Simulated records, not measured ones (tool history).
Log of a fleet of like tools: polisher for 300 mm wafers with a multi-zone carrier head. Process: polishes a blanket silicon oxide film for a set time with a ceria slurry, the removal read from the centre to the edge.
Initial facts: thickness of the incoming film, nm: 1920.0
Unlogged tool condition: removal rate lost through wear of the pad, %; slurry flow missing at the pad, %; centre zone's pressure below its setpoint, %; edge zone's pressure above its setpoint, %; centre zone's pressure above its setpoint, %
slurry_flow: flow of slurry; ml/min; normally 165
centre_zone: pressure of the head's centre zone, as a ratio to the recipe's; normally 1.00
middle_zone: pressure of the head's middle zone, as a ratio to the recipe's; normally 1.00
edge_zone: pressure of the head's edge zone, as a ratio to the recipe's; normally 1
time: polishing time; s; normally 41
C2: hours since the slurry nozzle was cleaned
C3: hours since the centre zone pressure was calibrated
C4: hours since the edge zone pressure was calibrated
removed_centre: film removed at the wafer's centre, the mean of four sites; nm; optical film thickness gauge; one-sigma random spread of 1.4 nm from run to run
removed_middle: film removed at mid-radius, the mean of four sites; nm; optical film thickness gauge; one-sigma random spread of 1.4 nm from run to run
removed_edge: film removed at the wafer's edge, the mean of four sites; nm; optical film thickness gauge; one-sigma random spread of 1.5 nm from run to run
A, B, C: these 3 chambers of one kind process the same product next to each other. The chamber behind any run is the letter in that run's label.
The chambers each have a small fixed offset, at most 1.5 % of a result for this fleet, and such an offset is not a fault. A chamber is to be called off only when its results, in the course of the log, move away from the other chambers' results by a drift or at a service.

{"run": "1B", "hour": 6.1, "slurry_flow": 165, "centre_zone": 1.0, "middle_zone": 1.0, "edge_zone": 1, "time": 41, "wafers polished on this pad": 698, "C2": 204.9, "C3": 111.0, "C4": 540.0, "removed_centre": 145.88, "removed_middle": 150.59, "removed_edge": 146.77}
{"run": "2A", "hour": 11.5, "slurry_flow": 165, "centre_zone": 1.0, "middle_zone": 1.0, "edge_zone": 1, "time": 41, "wafers polished on this pad": 1444, "C2": 205.3, "C3": 536.6, "C4": 331.3, "removed_centre": 147.41, "removed_middle": 149.38, "removed_edge": 148.03}
{"hour": 15.4, "done": "chamber A: worn pad replaced by a new one"}
{"hour": 17.2, "done": "chamber B: worn pad replaced by a new one"}
{"run": "3C", "hour": 17.9, "slurry_flow": 165, "centre_zone": 1.0, "middle_zone": 1.0, "edge_zone": 1, "time": 41, "wafers polished on this pad": 266, "C2": 484.9, "C3": 349.0, "C4": 406.2, "removed_centre": 146.89, "removed_middle": 146.05, "removed_edge": 147.9}
{"run": "4C", "hour": 22.9, "slurry_flow": 165, "centre_zone": 1.0, "middle_zone": 1.0, "edge_zone": 1, "time": 41, "wafers polished on this pad": 323, "C2": 489.9, "C3": 354.0, "C4": 411.2, "removed_centre": 143.91, "removed_middle": 146.93, "removed_edge": 146.51}
{"run": "5B", "hour": 28.8, "slurry_flow": 135, "centre_zone": 1.0, "middle_zone": 1.0, "edge_zone": 1, "time": 41, "wafers polished on this pad": 131, "C2": 227.6, "C3": 133.7, "C4": 562.7, "removed_centre": 140.3, "removed_middle": 143.32, "removed_edge": 143.47}
{"run": "6A", "hour": 36.8, "slurry_flow": 135, "centre_zone": 1.0, "middle_zone": 1.0, "edge_zone": 1, "time": 41, "wafers polished on this pad": 243, "C2": 230.6, "C3": 561.9, "C4": 356.6, "removed_centre": 139.15, "removed_middle": 144.66, "removed_edge": 142.05}
{"run": "7B", "hour": 44.9, "slurry_flow": 135, "centre_zone": 1.0, "middle_zone": 1.0, "edge_zone": 1, "time": 41, "wafers polished on this pad": 314, "C2": 243.7, "C3": 149.8, "C4": 578.8, "removed_centre": 140.79, "removed_middle": 144.22, "removed_edge": 142.84}
{"hour": 51.5, "done": "chamber C: edge zone pressure recalibrated"}
{"run": "8A", "hour": 53.4, "slurry_flow": 165, "centre_zone": 1.0, "middle_zone": 1.0, "edge_zone": 1, "time": 41, "wafers polished on this pad": 432, "C2": 247.2, "C3": 578.5, "C4": 373.2, "removed_centre": 146.61, "removed_middle": 147.66, "removed_edge": 146.89}
{"run": "9C", "hour": 62.7, "slurry_flow": 165, "centre_zone": 1.0, "middle_zone": 1.0, "edge_zone": 1, "time": 41, "wafers polished on this pad": 774, "C2": 529.7, "C3": 393.8, "C4": 11.2, "removed_centre": 146.98, "removed_middle": 145.82, "removed_edge": 148.5}
{"run": "10A", "hour": 71.9, "slurry_flow": 165, "centre_zone": 1.0, "middle_zone": 1.0, "edge_zone": 1, "time": 41, "wafers polished on this pad": 641, "C2": 265.7, "C3": 597.0, "C4": 391.7, "removed_centre": 145.32, "removed_middle": 147.55, "removed_edge": 148.0}
{"run": "11B", "hour": 78.7, "slurry_flow": 165, "centre_zone": 1.0, "middle_zone": 1.0, "edge_zone": 1, "time": 41, "wafers polished on this pad": 697, "C2": 277.5, "C3": 183.6, "C4": 612.6, "removed_centre": 144.85, "removed_middle": 147.85, "removed_edge": 147.28}
{"run": "12C", "hour": 84.0, "slurry_flow": 165, "centre_zone": 1.0, "middle_zone": 1.0, "edge_zone": 1, "time": 41, "wafers polished on this pad": 1015, "C2": 551.0, "C3": 415.1, "C4": 32.5, "removed_centre": 145.63, "removed_middle": 144.59, "removed_edge": 148.08}
{"run": "13C", "hour": 90.2, "slurry_flow": 165, "centre_zone": 1.0, "middle_zone": 1.0, "edge_zone": 1, "time": 41, "wafers polished on this pad": 1086, "C2": 557.2, "C3": 421.3, "C4": 38.7, "removed_centre": 146.74, "removed_middle": 145.71, "removed_edge": 148.85}
{"run": "14A", "hour": 99.6, "slurry_flow": 165, "centre_zone": 1.0, "middle_zone": 1.0, "edge_zone": 1, "time": 41, "wafers polished on this pad": 955, "C2": 293.4, "C3": 624.7, "C4": 419.4, "removed_centre": 144.1, "removed_middle": 148.14, "removed_edge": 146.14}
{"hour": 100.6, "done": "chamber C: worn pad replaced by a new one"}
{"hour": 104.3, "done": "chamber B: worn pad replaced by a new one"}
{"run": "15B", "hour": 108.6, "slurry_flow": 185, "centre_zone": 1.0, "middle_zone": 0.91, "edge_zone": 1, "time": 41, "wafers polished on this pad": 49, "C2": 307.4, "C3": 213.5, "C4": 642.5, "removed_centre": 150.21, "removed_middle": 138.94, "removed_edge": 148.82}
{"run": "16C", "hour": 117.4, "slurry_flow": 185, "centre_zone": 1.0, "middle_zone": 0.91, "edge_zone": 1, "time": 41, "wafers polished on this pad": 191, "C2": 584.4, "C3": 448.5, "C4": 65.9, "removed_centre": 148.75, "removed_middle": 135.46, "removed_edge": 148.83}
{"run": "17A", "hour": 123.3, "slurry_flow": 185, "centre_zone": 1.0, "middle_zone": 0.91, "edge_zone": 1, "time": 41, "wafers polished on this pad": 1224, "C2": 317.1, "C3": 648.4, "C4": 443.1, "removed_centre": 148.81, "removed_middle": 137.12, "removed_edge": 152.93}
{"run": "18B", "hour": 131.4, "slurry_flow": 165, "centre_zone": 1.0, "middle_zone": 1.0, "edge_zone": 1, "time": 41, "wafers polished on this pad": 308, "C2": 330.2, "C3": 236.3, "C4": 665.3, "removed_centre": 146.05, "removed_middle": 150.07, "removed_edge": 145.82}
{"hour": 132.6, "done": "chamber A: worn pad replaced by a new one"}
{"run": "19A", "hour": 138.3, "slurry_flow": 165, "centre_zone": 1.0, "middle_zone": 1.0, "edge_zone": 1, "time": 41, "wafers polished on this pad": 65, "C2": 332.1, "C3": 663.4, "C4": 458.1, "removed_centre": 146.52, "removed_middle": 148.88, "removed_edge": 148.56}
{"hour": 144.0, "done": "chamber C: slurry nozzle cleaned"}
{"run": "20C", "hour": 147.6, "slurry_flow": 165, "centre_zone": 1.0, "middle_zone": 1.0, "edge_zone": 1, "time": 41, "wafers polished on this pad": 533, "C2": 3.6, "C3": 478.7, "C4": 96.1, "removed_centre": 145.69, "removed_middle": 145.7, "removed_edge": 147.7}
{"run": "21B", "hour": 155.5, "slurry_flow": 165, "centre_zone": 1.0, "middle_zone": 1.0, "edge_zone": 1, "time": 41, "wafers polished on this pad": 581, "C2": 354.3, "C3": 260.4, "C4": 689.4, "removed_centre": 144.68, "removed_middle": 150.19, "removed_edge": 147.9}
{"run": "22B", "hour": 161.3, "slurry_flow": 165, "centre_zone": 1.0, "middle_zone": 1.0, "edge_zone": 1, "time": 41, "wafers polished on this pad": 647, "C2": 360.1, "C3": 266.2, "C4": 695.2, "removed_centre": 145.17, "removed_middle": 148.49, "removed_edge": 147.6}
{"run": "23C", "hour": 169.6, "slurry_flow": 165, "centre_zone": 1.0, "middle_zone": 1.0, "edge_zone": 1, "time": 41, "wafers polished on this pad": 783, "C2": 25.6, "C3": 500.7, "C4": 118.1, "removed_centre": 147.07, "removed_middle": 147.12, "removed_edge": 149.81}
{"hour": 171.5, "done": "chamber B: worn pad replaced by a new one"}
{"run": "24A", "hour": 175.9, "slurry_flow": 165, "centre_zone": 0.89, "middle_zone": 1.0, "edge_zone": 1, "time": 52, "wafers polished on this pad": 491, "C2": 369.7, "C3": 701.0, "C4": 495.7, "removed_centre": 153.81, "removed_middle": 190.47, "removed_edge": 189.24}
{"run": "25A", "hour": 180.6, "slurry_flow": 165, "centre_zone": 0.89, "middle_zone": 1.0, "edge_zone": 1, "time": 52, "wafers polished on this pad": 545, "C2": 374.4, "C3": 705.7, "C4": 500.4, "removed_centre": 156.62, "removed_middle": 189.29, "removed_edge": 188.45}
{"run": "26C", "hour": 187.7, "slurry_flow": 165, "centre_zone": 0.89, "middle_zone": 1.0, "edge_zone": 1, "time": 52, "wafers polished on this pad": 988, "C2": 43.7, "C3": 518.8, "C4": 136.2, "removed_centre": 165.29, "removed_middle": 185.52, "removed_edge": 186.66}
{"run": "27B", "hour": 192.8, "slurry_flow": 165, "centre_zone": 1.0, "middle_zone": 1.0, "edge_zone": 1, "time": 41, "wafers polished on this pad": 242, "C2": 391.6, "C3": 297.7, "C4": 726.7, "removed_centre": 147.03, "removed_middle": 148.43, "removed_edge": 146.66}
{"hour": 201.6, "done": "chamber B: slurry nozzle cleaned"}
{"run": "28A", "hour": 201.7, "slurry_flow": 165, "centre_zone": 1.0, "middle_zone": 1.0, "edge_zone": 1, "time": 41, "wafers polished on this pad": 784, "C2": 395.5, "C3": 726.8, "C4": 521.5, "removed_centre": 138.48, "removed_middle": 147.73, "removed_edge": 144.01}
{"run": "29C", "hour": 211.3, "slurry_flow": 165, "centre_zone": 1.0, "middle_zone": 1.0, "edge_zone": 1, "time": 41, "wafers polished on this pad": 1256, "C2": 67.3, "C3": 542.4, "C4": 159.8, "removed_centre": 146.16, "removed_middle": 149.14, "removed_edge": 149.67}
{"run": "30B", "hour": 218.6, "slurry_flow": 165, "centre_zone": 1.0, "middle_zone": 1.0, "edge_zone": 1, "time": 41, "wafers polished on this pad": 535, "C2": 17.0, "C3": 323.5, "C4": 752.5, "removed_centre": 143.51, "removed_middle": 147.95, "removed_edge": 148.4}
{"hour": 219.7, "done": "chamber C: worn pad replaced by a new one"}
{"run": "31C", "hour": 226.0, "slurry_flow": 165, "centre_zone": 1.0, "middle_zone": 1.0, "edge_zone": 1, "time": 41, "wafers polished on this pad": 72, "C2": 82.0, "C3": 557.1, "C4": 174.5, "removed_centre": 144.39, "removed_middle": 147.49, "removed_edge": 148.89}
{"run": "32A", "hour": 233.3, "slurry_flow": 165, "centre_zone": 1.0, "middle_zone": 1.0, "edge_zone": 1, "time": 41, "wafers polished on this pad": 1142, "C2": 427.1, "C3": 758.4, "C4": 553.1, "removed_centre": 137.73, "removed_middle": 145.55, "removed_edge": 145.71}
{"run": "33B", "hour": 238.2, "slurry_flow": 165, "centre_zone": 1.0, "middle_zone": 1.0, "edge_zone": 1, "time": 47, "wafers polished on this pad": 757, "C2": 36.6, "C3": 343.1, "C4": 772.1, "removed_centre": 166.34, "removed_middle": 172.36, "removed_edge": 170.11}
{"run": "34C", "hour": 246.1, "slurry_flow": 165, "centre_zone": 1.0, "middle_zone": 1.0, "edge_zone": 1, "time": 47, "wafers polished on this pad": 300, "C2": 102.1, "C3": 577.2, "C4": 194.6, "removed_centre": 165.49, "removed_middle": 167.66, "removed_edge": 168.91}
{"run": "35A", "hour": 250.7, "slurry_flow": 165, "centre_zone": 1.0, "middle_zone": 1.0, "edge_zone": 1, "time": 47, "wafers polished on this pad": 1340, "C2": 444.5, "C3": 775.8, "C4": 570.5, "removed_centre": 155.72, "removed_middle": 165.51, "removed_edge": 169.8}
{"hour": 259.1, "done": "chamber B: worn pad replaced by a new one"}
{"run": "36B", "hour": 259.4, "slurry_flow": 165, "centre_zone": 1.0, "middle_zone": 1.0, "edge_zone": 1, "time": 41, "wafers polished on this pad": 4, "C2": 57.8, "C3": 364.3, "C4": 793.3, "removed_centre": 146.14, "removed_middle": 149.09, "removed_edge": 148.16}
{"hour": 263.6, "done": "chamber A: worn pad replaced by a new one"}
{"run": "37B", "hour": 263.9, "slurry_flow": 165, "centre_zone": 1.0, "middle_zone": 1.0, "edge_zone": 1, "time": 41, "wafers polished on this pad": 55, "C2": 62.3, "C3": 368.8, "C4": 797.8, "removed_centre": 146.46, "removed_middle": 148.61, "removed_edge": 148.88}
{"run": "38A", "hour": 269.4, "slurry_flow": 165, "centre_zone": 1.0, "middle_zone": 1.0, "edge_zone": 1, "time": 41, "wafers polished on this pad": 66, "C2": 463.2, "C3": 794.5, "C4": 589.2, "removed_centre": 138.04, "removed_middle": 149.15, "removed_edge": 146.52}
{"run": "39C", "hour": 276.8, "slurry_flow": 165, "centre_zone": 1.0, "middle_zone": 1.0, "edge_zone": 1, "time": 41, "wafers polished on this pad": 648, "C2": 132.8, "C3": 607.9, "C4": 225.3, "removed_centre": 144.43, "removed_middle": 145.27, "removed_edge": 145.99}
{"run": "40B", "hour": 283.2, "slurry_flow": 165, "centre_zone": 1.0, "middle_zone": 1.0, "edge_zone": 1, "time": 41, "wafers polished on this pad": 274, "C2": 81.6, "C3": 388.1, "C4": 817.1, "removed_centre": 146.12, "removed_middle": 150.47, "removed_edge": 147.11}
{"run": "41C", "hour": 292.5, "slurry_flow": 165, "centre_zone": 1.0, "middle_zone": 1.0, "edge_zone": 1, "time": 41, "wafers polished on this pad": 826, "C2": 148.5, "C3": 623.6, "C4": 241.0, "removed_centre": 146.98, "removed_middle": 146.21, "removed_edge": 149.0}
{"hour": 294.4, "done": "chamber A: edge zone pressure recalibrated"}
{"run": "42A", "hour": 297.7, "slurry_flow": 165, "centre_zone": 1.0, "middle_zone": 1.0, "edge_zone": 1, "time": 41, "wafers polished on this pad": 387, "C2": 491.5, "C3": 822.8, "C4": 3.4, "removed_centre": 137.82, "removed_middle": 146.83, "removed_edge": 146.2}

Does one chamber stand apart from the rest, does the shared gauge drift, or is all well apart from small per-chamber offsets? Give the chamber and the most likely cause, where there is one.

Chamber A drifts away from the others.
What lies behind it: centre zone's pressure below its setpoint, % = 7.5.

Below are 4 candidate recipes for chamber A's next run, each the usual settings with a change, their results shown as question marks. Which of them brings A's results back in line with what the other chambers give on the usual settings?
In line means no further than this from the other chambers' mean on the usual settings: removed_centre 4.80 nm; removed_middle 5.00 nm; removed_edge 5.30 nm
{"run": "43A-1", "hour": 304.7, "slurry_flow": 170, "centre_zone": 1.06, "middle_zone": 0.99, "edge_zone": 0.98, "time": 41, "removed_centre": "?", "removed_middle": "?", "removed_edge": "?"}
{"run": "43A-2", "hour": 304.7, "slurry_flow": 160, "centre_zone": 0.95, "middle_zone": 1.01, "edge_zone": 1.02, "time": 41, "removed_centre": "?", "removed_middle": "?", "removed_edge": "?"}
{"run": "43A-3", "hour": 304.7, "slurry_flow": 165, "centre_zone": 0.99, "middle_zone": 1.0, "edge_zone": 1.0, "time": 41, "removed_centre": "?", "removed_middle": "?", "removed_edge": "?"}
{"run": "43A-4", "hour": 304.7, "slurry_flow": 165, "centre_zone": 1.01, "middle_zone": 1.0, "edge_zone": 1.0, "time": 41, "removed_centre": "?", "removed_middle": "?", "removed_edge": "?"}

Mean of the other chambers on the usual settings: removed_centre 146.04 nm; removed_middle 147.84 nm; removed_edge 147.70 nm
run=43A-1 removed_centre=145.66 removed_middle=147.55 removed_edge=145.91
run=43A-2 removed_centre=127.33 removed_middle=148.82 removed_edge=147.80
run=43A-3 removed_centre=134.19 removed_middle=148.22 removed_edge=146.88
run=43A-4 removed_centre=137.23 removed_middle=148.21 removed_edge=146.88
43A-1 is the one that brings the chamber's results back in line with the other chambers.
